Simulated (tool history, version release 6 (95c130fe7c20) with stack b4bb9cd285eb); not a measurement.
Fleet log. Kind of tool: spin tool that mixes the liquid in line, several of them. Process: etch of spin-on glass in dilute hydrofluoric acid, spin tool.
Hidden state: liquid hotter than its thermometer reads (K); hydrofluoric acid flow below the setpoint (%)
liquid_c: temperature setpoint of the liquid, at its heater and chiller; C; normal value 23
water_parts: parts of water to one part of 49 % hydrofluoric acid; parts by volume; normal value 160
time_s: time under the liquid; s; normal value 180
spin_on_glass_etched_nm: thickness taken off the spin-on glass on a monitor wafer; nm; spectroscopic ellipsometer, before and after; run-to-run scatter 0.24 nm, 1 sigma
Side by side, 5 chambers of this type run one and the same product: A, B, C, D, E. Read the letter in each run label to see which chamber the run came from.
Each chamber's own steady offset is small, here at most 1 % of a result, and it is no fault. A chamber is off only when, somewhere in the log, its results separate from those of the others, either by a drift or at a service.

run   hour  liquid_c  water_parts  time_s  hours since the thermometer was replaced  hours since the hydrofluoric acid flow meter was replaced  read-back film thickness of the spin-on glass reference wafer, read on the same gauge (nm)  spin_on_glass_etched_nm
 1C   11.8        23          160     180                                      1990                                                      682.6                                                                                      59.994                   29.945
 2B   25.3        23          160     180                                    2047.9                                                     1763.8                                                                                      59.998                   30.498
        31  -- chamber E: hydrofluoric acid flow meter replaced
 3D   34.9        23          160     180                                      1178                                                         35                                                                                      60.011                   29.839
 4A   42.4        23          160     180                                    1521.8                                                      708.6                                                                                      59.982                   30.091
 5E   49.6        23          160     180                                     741.1                                                       18.7                                                                                       59.99                    29.85
 6D   63.3        23          160     180                                    1206.4                                                       63.4                                                                                      60.019                   29.972
 7E   75.9        23          160     180                                     767.4                                                         45                                                                                      59.975                   29.599
 8C   84.9        23          160     180                                    2063.1                                                      755.7                                                                                      59.966                   30.026
 9B   95.1        23          160     180                                    2117.7                                                     1833.6                                                                                      59.991                   30.005
10A    108        23          160     180                                    1587.4                                                      774.2                                                                                      60.018                   29.783
11D  116.4        23          160     180                                    1259.5                                                      116.5                                                                                      60.027                   30.105
     123.1  -- chamber B: hydrofluoric acid flow meter replaced
12B  127.1        23          160     180                                    2149.7                                                          4                                                                                      59.987                   30.458
13E  134.6        23          160     180                                     826.1                                                      103.7                                                                                      59.994                   29.618
14A  147.1        23          160     180                                    1626.5                                                      813.3                                                                                      59.999                   29.852
15C  155.8        23          160     180                                      2134                                                      826.6                                                                                      60.012                   30.016
     155.9  -- chamber A: thermometer replaced
16B  169.6        23          160     180                                    2192.2                                                       46.5                                                                                      59.999                   29.863
17E  180.8        23          160     180                                     872.3                                                      149.9                                                                                      59.998                   29.967
     184.7  -- chamber D: thermometer replaced
18D  194.9        23          160     180                                      10.3                                                        195                                                                                      60.029                   29.493
19A  202.4        23          160     180                                      46.5                                                      868.6                                                                                       59.98                    28.67
20C  210.6        23          160     180                                    2188.8                                                      881.4                                                                                      59.989                   29.747
21C  223.9        23          160     180                                    2202.1                                                      894.7                                                                                      60.033                   29.858
22E  234.7        23          160     180                                     926.2                                                      203.8                                                                                      59.999                   30.076
23A  242.6        23          160     120                                      86.7                                                      908.8                                                                                       59.99                   19.356
24B  256.9        23          160     120                                    2279.5                                                      133.8                                                                                      59.971                   20.277
25D  264.9        23          160     120                                      80.3                                                        265                                                                                      59.992                   19.783
26D  274.1        23          160     120                                      89.5                                                      274.2                                                                                      60.007                   19.801
27B  280.3        23          160     120                                    2302.9                                                      157.2                                                                                      60.021                   20.342
28A  291.6        23          160     180                                     135.7                                                      957.8                                                                                       59.99                   28.037
29E  299.6        23          160     180                                     991.1                                                      268.7                                                                                       59.98                   30.127
30C  308.2        23          160     180                                    2286.4                                                        979                                                                                      59.982                   29.246
31E  319.6        23          160     180                                    1011.1                                                      288.7                                                                                      60.027                   30.121
32A    330        23          160     180                                     174.1                                                      996.2                                                                                       59.98                    28.16
33D  342.8      20.5          100     180                                     158.2                                                      342.9                                                                                       59.99                   45.359
34C  354.4      20.5          100     180                                    2332.6                                                     1025.2                                                                                       60.02                   45.589
35B  362.2      20.5          100     180                                    2384.8                                                      239.1                                                                                      60.016                   47.143
36A  369.9      20.5          100     180                                       214                                                     1036.1                                                                                      60.012                     42.3
37C    384      20.5          100     180                                    2362.2                                                     1054.8                                                                                      59.994                   45.986
38D  398.1        23          160     180                                     213.5                                                      398.2                                                                                          60                   29.709
39B  407.3        23          160     180                                    2429.9                                                      284.2                                                                                      59.998                   30.327

Next, every chamber runs the same settings. What will each give?
40A  417.6        23          200     180                                                                                                                                                                                                                         ?
40B  417.6        23          200     180                                                                                                                                                                                                                         ?
40C  417.6        23          200     180                                                                                                                                                                                                                         ?
40D  417.6        23          200     180                                                                                                                                                                                                                         ?
40E  417.6        23          200     180                                                                                                                                                                                                                         ?

run  spin_on_glass_etched_nm
40A                       21
40B                    23.48
40C                   22.819
40D                   22.823
40E                   22.954
